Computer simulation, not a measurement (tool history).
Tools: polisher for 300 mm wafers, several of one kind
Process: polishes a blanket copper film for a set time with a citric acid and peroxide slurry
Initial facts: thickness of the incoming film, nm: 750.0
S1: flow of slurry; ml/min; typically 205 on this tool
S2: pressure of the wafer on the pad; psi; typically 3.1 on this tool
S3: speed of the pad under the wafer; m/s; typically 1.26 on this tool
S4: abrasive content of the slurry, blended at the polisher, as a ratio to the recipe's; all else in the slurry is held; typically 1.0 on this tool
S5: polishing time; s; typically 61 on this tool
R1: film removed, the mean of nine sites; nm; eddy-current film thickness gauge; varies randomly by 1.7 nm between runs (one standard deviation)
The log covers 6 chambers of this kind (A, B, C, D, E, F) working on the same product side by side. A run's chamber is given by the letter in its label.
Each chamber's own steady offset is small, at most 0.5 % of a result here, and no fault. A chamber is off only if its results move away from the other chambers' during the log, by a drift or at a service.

{"day": 0.125, "done": "chamber A: worn pad replaced by a new one"}
{"day": 0.3, "done": "chamber C: worn pad replaced by a new one"}
{"run": "1C", "day": 0.392, "S1": 205, "S2": 3.1, "S3": 1.26, "S4": 1.0, "S5": 61, "R1": 199.36}
{"day": 0.792, "done": "chamber E: worn pad replaced by a new one"}
{"run": "2E", "day": 0.838, "S1": 205, "S2": 3.1, "S3": 1.26, "S4": 1.0, "S5": 61, "R1": 199.16}
{"day": 1.217, "done": "chamber B: worn pad replaced by a new one"}
{"run": "3F", "day": 1.279, "S1": 205, "S2": 3.1, "S3": 1.26, "S4": 1.0, "S5": 61, "R1": 199.43}
{"day": 1.542, "done": "chamber F: worn pad replaced by a new one"}
{"run": "4B", "day": 1.783, "S1": 205, "S2": 3.1, "S3": 1.26, "S4": 1.0, "S5": 61, "R1": 201.17}
{"day": 1.912, "done": "chamber A: slurry blender recalibrated"}
{"run": "5D", "day": 2.042, "S1": 205, "S2": 3.1, "S3": 1.26, "S4": 1.0, "S5": 61, "R1": 196.13}
{"day": 2.046, "done": "chamber C: head pressure recalibrated"}
{"day": 2.217, "done": "chamber E: head pressure recalibrated"}
{"run": "6A", "day": 2.279, "S1": 205, "S2": 3.1, "S3": 1.26, "S4": 1.0, "S5": 61, "R1": 200.95}
{"run": "7C", "day": 2.704, "S1": 205, "S2": 3.1, "S3": 1.26, "S4": 1.0, "S5": 61, "R1": 199.49}
{"run": "8A", "day": 3.021, "S1": 205, "S2": 3.1, "S3": 1.26, "S4": 1.0, "S5": 61, "R1": 197.92}
{"day": 3.092, "done": "chamber D: worn pad replaced by a new one"}
{"day": 3.392, "done": "chamber B: slurry blender recalibrated"}
{"run": "9B", "day": 3.533, "S1": 205, "S2": 3.1, "S3": 1.26, "S4": 1.0, "S5": 61, "R1": 198.91}
{"day": 3.729, "done": "chamber A: worn pad replaced by a new one"}
{"run": "10D", "day": 3.783, "S1": 205, "S2": 3.1, "S3": 1.26, "S4": 1.0, "S5": 61, "R1": 201.47}
{"day": 3.796, "done": "chamber C: worn pad replaced by a new one"}
{"day": 4.25, "done": "chamber E: worn pad replaced by a new one"}
{"run": "11E", "day": 4.288, "S1": 205, "S2": 3.1, "S3": 1.26, "S4": 1.0, "S5": 61, "R1": 203.03}
{"run": "12F", "day": 4.512, "S1": 205, "S2": 3.1, "S3": 1.26, "S4": 1.0, "S5": 61, "R1": 197.86}
{"run": "13C", "day": 4.883, "S1": 205, "S2": 3.1, "S3": 1.26, "S4": 1.0, "S5": 61, "R1": 198.34}
{"day": 4.933, "done": "chamber B: worn pad replaced by a new one"}
{"day": 5.054, "done": "chamber F: slurry blender recalibrated"}
{"day": 5.129, "done": "chamber D: head pressure recalibrated"}
{"run": "14B", "day": 5.188, "S1": 205, "S2": 3.1, "S3": 1.26, "S4": 1.0, "S5": 61, "R1": 198.95}
{"day": 5.388, "done": "chamber F: worn pad replaced by a new one"}
{"run": "15D", "day": 5.65, "S1": 205, "S2": 3.1, "S3": 1.26, "S4": 1.0, "S5": 61, "R1": 199.25}
{"run": "16F", "day": 6.046, "S1": 205, "S2": 3.1, "S3": 1.26, "S4": 1.0, "S5": 61, "R1": 202.43}
{"day": 6.138, "done": "chamber F: slurry nozzle cleaned"}
{"day": 6.354, "done": "chamber D: slurry blender recalibrated"}
{"run": "17E", "day": 6.367, "S1": 205, "S2": 3.1, "S3": 1.26, "S4": 1.0, "S5": 61, "R1": 202.63}
{"day": 6.483, "done": "chamber A: worn pad replaced by a new one"}
{"run": "18A", "day": 6.729, "S1": 205, "S2": 3.1, "S3": 1.26, "S4": 1.0, "S5": 61, "R1": 202.63}
{"day": 7.038, "done": "chamber E: worn pad replaced by a new one"}
{"run": "19B", "day": 7.158, "S1": 205, "S2": 3.1, "S3": 1.26, "S4": 1.0, "S5": 61, "R1": 200.14}
{"day": 7.329, "done": "chamber C: worn pad replaced by a new one"}
{"day": 7.396, "done": "chamber D: worn pad replaced by a new one"}
{"run": "20D", "day": 7.462, "S1": 205, "S2": 3.1, "S3": 1.26, "S4": 1.0, "S5": 61, "R1": 199.89}
{"run": "21E", "day": 7.817, "S1": 205, "S2": 3.1, "S3": 1.26, "S4": 1.0, "S5": 61, "R1": 199.34}
{"day": 8.254, "done": "chamber A: head pressure recalibrated"}
{"run": "22C", "day": 8.283, "S1": 205, "S2": 3.1, "S3": 1.26, "S4": 1.0, "S5": 61, "R1": 198.91}
{"day": 8.375, "done": "chamber F: worn pad replaced by a new one"}
{"day": 8.725, "done": "chamber B: worn pad replaced by a new one"}
{"run": "23F", "day": 8.742, "S1": 205, "S2": 3.1, "S3": 1.26, "S4": 1.0, "S5": 61, "R1": 199.1}
{"run": "24A", "day": 9.0, "S1": 205, "S2": 3.1, "S3": 1.26, "S4": 1.0, "S5": 61, "R1": 182.16}
{"run": "25E", "day": 9.371, "S1": 205, "S2": 2.3, "S3": 1.26, "S4": 1.0, "S5": 61, "R1": 148.65}
{"day": 9.392, "done": "chamber B: head pressure recalibrated"}
{"day": 9.442, "done": "chamber A: worn pad replaced by a new one"}
{"run": "26B", "day": 9.65, "S1": 205, "S2": 2.3, "S3": 1.26, "S4": 1.0, "S5": 61, "R1": 149.38}
{"day": 9.958, "done": "chamber E: worn pad replaced by a new one"}
{"day": 10.171, "done": "chamber C: slurry blender recalibrated"}
{"run": "27D", "day": 10.171, "S1": 205, "S2": 2.3, "S3": 1.26, "S4": 1.0, "S5": 61, "R1": 146.47}
{"day": 10.404, "done": "chamber B: slurry nozzle cleaned"}
{"run": "28C", "day": 10.483, "S1": 205, "S2": 2.3, "S3": 1.26, "S4": 1.0, "S5": 61, "R1": 151.11}
{"day": 10.738, "done": "chamber D: slurry nozzle cleaned"}
{"run": "29A", "day": 10.9, "S1": 205, "S2": 2.3, "S3": 1.26, "S4": 1.0, "S5": 61, "R1": 135.79}
{"run": "30F", "day": 11.192, "S1": 205, "S2": 2.3, "S3": 1.26, "S4": 1.0, "S5": 61, "R1": 150.03}
{"day": 11.196, "done": "chamber C: worn pad replaced by a new one"}
{"day": 11.488, "done": "chamber F: worn pad replaced by a new one"}
{"run": "31D", "day": 11.596, "S1": 205, "S2": 3.1, "S3": 1.26, "S4": 1.0, "S5": 61, "R1": 198.94}
{"run": "32E", "day": 11.912, "S1": 205, "S2": 3.1, "S3": 1.26, "S4": 1.0, "S5": 61, "R1": 198.45}
{"run": "33A", "day": 12.338, "S1": 205, "S2": 3.7, "S3": 1.26, "S4": 1.1, "S5": 61, "R1": 220.18}
{"day": 12.504, "done": "chamber B: worn pad replaced by a new one"}
{"run": "34B", "day": 12.821, "S1": 205, "S2": 3.7, "S3": 1.26, "S4": 1.1, "S5": 61, "R1": 241.89}
{"day": 12.842, "done": "chamber F: slurry blender recalibrated"}
{"day": 13.025, "done": "chamber E: slurry blender recalibrated"}
{"day": 13.117, "done": "chamber E: worn pad replaced by a new one"}
{"run": "35C", "day": 13.188, "S1": 205, "S2": 3.7, "S3": 1.26, "S4": 1.1, "S5": 61, "R1": 242.42}
{"day": 13.429, "done": "chamber C: slurry nozzle cleaned"}
{"run": "36F", "day": 13.471, "S1": 205, "S2": 3.7, "S3": 1.26, "S4": 1.1, "S5": 61, "R1": 242.4}
{"run": "37E", "day": 13.779, "S1": 205, "S2": 3.7, "S3": 1.26, "S4": 1.1, "S5": 61, "R1": 238.86}
{"day": 14.167, "done": "chamber B: slurry blender recalibrated"}
{"run": "38C", "day": 14.279, "S1": 205, "S2": 3.7, "S3": 1.26, "S4": 1.1, "S5": 61, "R1": 243.17}
{"day": 14.504, "done": "chamber F: worn pad replaced by a new one"}
{"run": "39F", "day": 14.533, "S1": 205, "S2": 3.1, "S3": 1.26, "S4": 1.0, "S5": 61, "R1": 202.26}
{"run": "40B", "day": 15.021, "S1": 205, "S2": 3.1, "S3": 1.26, "S4": 1.0, "S5": 61, "R1": 198.85}

For the next run the whole fleet of 6 chambers uses the same settings. Give each chamber's results:
{"run": "41A", "day": 15.396, "S1": 205, "S2": 3.1, "S3": 1.0, "S4": 1.0, "S5": 61, "R1": "?"}
{"run": "41B", "day": 15.396, "S1": 205, "S2": 3.1, "S3": 1.0, "S4": 1.0, "S5": 61, "R1": "?"}
{"run": "41C", "day": 15.396, "S1": 205, "S2": 3.1, "S3": 1.0, "S4": 1.0, "S5": 61, "R1": "?"}
{"run": "41D", "day": 15.396, "S1": 205, "S2": 3.1, "S3": 1.0, "S4": 1.0, "S5": 61, "R1": "?"}
{"run": "41E", "day": 15.396, "S1": 205, "S2": 3.1, "S3": 1.0, "S4": 1.0, "S5": 61, "R1": "?"}
{"run": "41F", "day": 15.396, "S1": 205, "S2": 3.1, "S3": 1.0, "S4": 1.0, "S5": 61, "R1": "?"}

run=41A R1=142.47
run=41B R1=157.41
run=41C R1=157.84
run=41D R1=159.77
run=41E R1=159.61
run=41F R1=156.15
